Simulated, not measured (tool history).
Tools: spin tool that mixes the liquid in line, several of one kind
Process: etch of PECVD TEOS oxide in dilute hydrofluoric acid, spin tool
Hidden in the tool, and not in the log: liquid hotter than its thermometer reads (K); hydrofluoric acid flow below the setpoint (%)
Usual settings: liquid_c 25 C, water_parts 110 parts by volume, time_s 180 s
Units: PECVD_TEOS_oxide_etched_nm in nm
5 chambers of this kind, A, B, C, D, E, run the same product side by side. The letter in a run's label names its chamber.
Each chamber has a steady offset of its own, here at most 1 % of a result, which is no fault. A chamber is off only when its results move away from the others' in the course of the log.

run	hour	liquid_c	water_parts	time_s	hours since the thermometer was replaced	hours since the hydrofluoric acid flow meter was replaced	read-back film thickness of the PECVD TEOS oxide reference wafer, read on the same gauge (nm)	PECVD_TEOS_oxide_etched_nm
1A	7.8	25	110	180	2200.1	2102.1	69.983	22.622
2C	13.8	25	110	180	294.3	47	69.986	22.972
# hour 15.6: chamber A: hydrofluoric acid flow meter replaced
3E	22	25	110	180	89.9	566.3	70.007	22.664
4B	30.2	25	110	180	679.7	417.8	70.03	22.497
5D	38.2	25	110	180	224	710.5	70.006	22.517
6E	43.9	25	110	180	111.8	588.2	70.006	22.695
7B	51.1	25	110	180	700.6	438.7	70.014	22.616
8D	58.5	25	110	180	244.3	730.8	69.993	22.498
9C	67.1	25	110	180	347.6	100.3	69.994	22.804
10A	75.1	25	110	180	2267.4	59.5	69.99	22.506
11D	82.5	25	110	180	268.3	754.8	69.995	22.302
12A	88.6	25	110	180	2280.9	73	70.009	22.306
13B	92.5	25	110	180	742	480.1	70.01	22.712
# hour 96.5: chamber A: thermometer replaced
14E	100.9	21.5	80	180	168.8	645.2	69.994	28.336
15C	106.8	21.5	80	180	387.3	140	70	28.262
16E	111.6	21.5	80	180	179.5	655.9	69.996	28.634
17A	117.1	21.5	80	180	20.6	101.5	69.994	27.955
18D	124.1	21.5	80	180	309.9	796.4	69.988	27.957
19C	131.8	25	110	180	412.3	165	70.003	23.276
20B	138.1	25	110	180	787.6	525.7	69.99	22.796
21C	143.3	25	110	180	423.8	176.5	69.991	22.981
22E	149.9	25	110	180	217.8	694.2	69.991	22.621
23D	155.3	25	110	180	341.1	827.6	70.007	22.529
24B	164.3	25	110	180	813.8	551.9	70.002	22.273
25A	170.5	25	110	180	74	154.9	70.01	22.671
26D	176.4	25	110	180	362.2	848.7	70.022	22.384
27B	182.6	25	110	180	832.1	570.2	69.991	22.376
28A	189	25	110	180	92.5	173.4	70.007	22.479
29C	197.4	25	110	180	477.9	230.6	69.984	23.003
30E	202.2	25	110	180	270.1	746.5	69.992	22.542
31A	208.4	25	110	180	111.9	192.8	69.992	22.477
32C	217.4	25	110	180	497.9	250.6	70.015	22.792

Is one chamber off against the others, does the gauge drift, or is nothing wrong? If a chamber is off, say which, and what the likeliest cause is.

No chamber stands off beyond its own small offset, and the gauge holds steady.
